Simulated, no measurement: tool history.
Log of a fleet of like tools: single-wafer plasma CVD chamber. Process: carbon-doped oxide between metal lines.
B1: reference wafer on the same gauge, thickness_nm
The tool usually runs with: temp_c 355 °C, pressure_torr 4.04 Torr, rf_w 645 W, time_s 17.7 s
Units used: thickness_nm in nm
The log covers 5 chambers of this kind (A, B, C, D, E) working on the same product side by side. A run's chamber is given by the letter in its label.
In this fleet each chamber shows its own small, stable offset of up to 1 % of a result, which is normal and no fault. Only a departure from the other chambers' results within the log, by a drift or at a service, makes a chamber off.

{"run": "1B", "hour": 2.5, "temp_c": 355, "pressure_torr": 4.04, "rf_w": 645, "time_s": 17.7, "B1": 88.055, "thickness_nm": 102.05}
{"run": "2E", "hour": 6.6, "temp_c": 355, "pressure_torr": 4.04, "rf_w": 645, "time_s": 17.7, "B1": 88.0, "thickness_nm": 101.88}
{"run": "3C", "hour": 9.1, "temp_c": 355, "pressure_torr": 4.04, "rf_w": 645, "time_s": 17.7, "B1": 87.993, "thickness_nm": 101.67}
{"run": "4D", "hour": 14.2, "temp_c": 355, "pressure_torr": 4.04, "rf_w": 645, "time_s": 17.7, "B1": 87.963, "thickness_nm": 101.8}
{"run": "5A", "hour": 18.7, "temp_c": 355, "pressure_torr": 4.04, "rf_w": 645, "time_s": 17.7, "B1": 87.977, "thickness_nm": 101.96}
{"run": "6E", "hour": 21.7, "temp_c": 355, "pressure_torr": 4.04, "rf_w": 645, "time_s": 17.7, "B1": 87.993, "thickness_nm": 101.9}
{"run": "7D", "hour": 25.3, "temp_c": 355, "pressure_torr": 4.04, "rf_w": 645, "time_s": 17.7, "B1": 88.011, "thickness_nm": 102.1}
{"run": "8B", "hour": 30.1, "temp_c": 355, "pressure_torr": 4.04, "rf_w": 645, "time_s": 17.7, "B1": 88.034, "thickness_nm": 102.51}
{"run": "9C", "hour": 33.9, "temp_c": 355, "pressure_torr": 4.04, "rf_w": 645, "time_s": 17.7, "B1": 87.998, "thickness_nm": 101.8}
{"run": "10A", "hour": 38.2, "temp_c": 355, "pressure_torr": 4.04, "rf_w": 645, "time_s": 17.7, "B1": 88.017, "thickness_nm": 102.05}
{"run": "11C", "hour": 40.7, "temp_c": 355, "pressure_torr": 4.04, "rf_w": 645, "time_s": 17.7, "B1": 88.009, "thickness_nm": 101.45}
{"run": "12A", "hour": 44.4, "temp_c": 355, "pressure_torr": 4.04, "rf_w": 645, "time_s": 17.7, "B1": 87.969, "thickness_nm": 102.03}
{"run": "13D", "hour": 48.8, "temp_c": 355, "pressure_torr": 4.04, "rf_w": 645, "time_s": 17.7, "B1": 87.96, "thickness_nm": 102.29}
{"run": "14B", "hour": 52.0, "temp_c": 355, "pressure_torr": 4.04, "rf_w": 645, "time_s": 17.7, "B1": 88.041, "thickness_nm": 102.44}
{"run": "15E", "hour": 54.8, "temp_c": 355, "pressure_torr": 4.04, "rf_w": 645, "time_s": 17.7, "B1": 87.961, "thickness_nm": 101.73}
{"run": "16D", "hour": 57.3, "temp_c": 355, "pressure_torr": 4.04, "rf_w": 645, "time_s": 17.7, "B1": 88.02, "thickness_nm": 101.82}
{"run": "17B", "hour": 60.8, "temp_c": 367, "pressure_torr": 4.89, "rf_w": 645, "time_s": 17.7, "B1": 87.998, "thickness_nm": 101.8}
{"run": "18E", "hour": 64.7, "temp_c": 367, "pressure_torr": 4.89, "rf_w": 645, "time_s": 17.7, "B1": 88.017, "thickness_nm": 101.74}
{"run": "19A", "hour": 68.8, "temp_c": 367, "pressure_torr": 4.89, "rf_w": 645, "time_s": 17.7, "B1": 87.913, "thickness_nm": 101.8}
{"run": "20C", "hour": 72.9, "temp_c": 367, "pressure_torr": 4.89, "rf_w": 645, "time_s": 17.7, "B1": 88.001, "thickness_nm": 100.21}
{"run": "21E", "hour": 76.9, "temp_c": 367, "pressure_torr": 4.89, "rf_w": 645, "time_s": 17.7, "B1": 88.015, "thickness_nm": 101.88}
{"run": "22A", "hour": 82.3, "temp_c": 355, "pressure_torr": 4.04, "rf_w": 645, "time_s": 17.7, "B1": 88.012, "thickness_nm": 102.38}
{"run": "23D", "hour": 87.0, "temp_c": 355, "pressure_torr": 4.04, "rf_w": 645, "time_s": 17.7, "B1": 88.014, "thickness_nm": 102.26}
{"run": "24C", "hour": 92.3, "temp_c": 355, "pressure_torr": 4.04, "rf_w": 645, "time_s": 17.7, "B1": 87.989, "thickness_nm": 100.68}
{"run": "25B", "hour": 96.5, "temp_c": 355, "pressure_torr": 4.04, "rf_w": 645, "time_s": 17.7, "B1": 88.03, "thickness_nm": 102.29}
{"run": "26E", "hour": 102.2, "temp_c": 355, "pressure_torr": 4.04, "rf_w": 645, "time_s": 17.7, "B1": 88.02, "thickness_nm": 101.86}
{"run": "27C", "hour": 105.8, "temp_c": 355, "pressure_torr": 4.04, "rf_w": 645, "time_s": 17.7, "B1": 88.005, "thickness_nm": 99.543}
{"run": "28A", "hour": 108.9, "temp_c": 355, "pressure_torr": 4.04, "rf_w": 645, "time_s": 17.7, "B1": 87.977, "thickness_nm": 102.58}
{"hour": 109.8, "done": "chamber B: capacitance manometer re-zeroed and calibrated"}
{"run": "29B", "hour": 113.7, "temp_c": 355, "pressure_torr": 4.04, "rf_w": 645, "time_s": 17.7, "B1": 87.977, "thickness_nm": 102.37}
{"run": "30D", "hour": 117.5, "temp_c": 355, "pressure_torr": 4.04, "rf_w": 645, "time_s": 17.7, "B1": 88.003, "thickness_nm": 102.12}
{"run": "31C", "hour": 122.3, "temp_c": 355, "pressure_torr": 4.04, "rf_w": 645, "time_s": 17.7, "B1": 87.934, "thickness_nm": 100.22}
{"run": "32D", "hour": 126.2, "temp_c": 355, "pressure_torr": 4.04, "rf_w": 645, "time_s": 17.7, "B1": 87.934, "thickness_nm": 101.86}
{"run": "33B", "hour": 131.6, "temp_c": 355, "pressure_torr": 4.04, "rf_w": 645, "time_s": 17.7, "B1": 87.961, "thickness_nm": 102.15}
{"run": "34E", "hour": 135.3, "temp_c": 355, "pressure_torr": 4.04, "rf_w": 645, "time_s": 17.7, "B1": 87.955, "thickness_nm": 101.83}
{"run": "35A", "hour": 139.3, "temp_c": 355, "pressure_torr": 4.04, "rf_w": 645, "time_s": 17.7, "B1": 88.042, "thickness_nm": 101.59}
{"run": "36C", "hour": 143.8, "temp_c": 355, "pressure_torr": 4.04, "rf_w": 645, "time_s": 17.7, "B1": 87.998, "thickness_nm": 99.419}
{"run": "37E", "hour": 146.6, "temp_c": 355, "pressure_torr": 4.04, "rf_w": 645, "time_s": 17.7, "B1": 88.025, "thickness_nm": 101.77}
{"run": "38A", "hour": 152.1, "temp_c": 355, "pressure_torr": 4.04, "rf_w": 645, "time_s": 17.7, "B1": 88.041, "thickness_nm": 101.99}

What goes on in this fleet: one chamber off, a drifting gauge, or nothing beyond the chambers' own small offsets? Name the chamber and the cause, if any.

Chamber C drifts away from the others.
What lies behind it: delivered RF power below the setpoint (%) = 3.95.

Here are 4 candidates for chamber C's next run, each the usual settings with a change, their results left as question marks. Which one brings its results back in line with what the others give on the usual settings?
A result is in line if it is within this distance of the other chambers' mean on the usual settings: thickness_nm 0.890 nm
{"run": "39C-1", "hour": 156.2, "temp_c": 355, "pressure_torr": 4.02, "rf_w": 645, "time_s": 17.2, "thickness_nm": "?"}
{"run": "39C-2", "hour": 156.2, "temp_c": 353, "pressure_torr": 4.13, "rf_w": 690, "time_s": 17.7, "thickness_nm": "?"}
{"run": "39C-3", "hour": 156.2, "temp_c": 348, "pressure_torr": 4.41, "rf_w": 645, "time_s": 17.7, "thickness_nm": "?"}
{"run": "39C-4", "hour": 156.2, "temp_c": 355, "pressure_torr": 4.04, "rf_w": 645, "time_s": 16.8, "thickness_nm": "?"}

The other chambers' mean on the usual settings: thickness_nm 102.190 nm
run=39C-1 thickness_nm=96.219
run=39C-2 thickness_nm=104.040
run=39C-3 thickness_nm=102.130
run=39C-4 thickness_nm=94.081
39C-3 puts the chamber back in line with the other chambers.
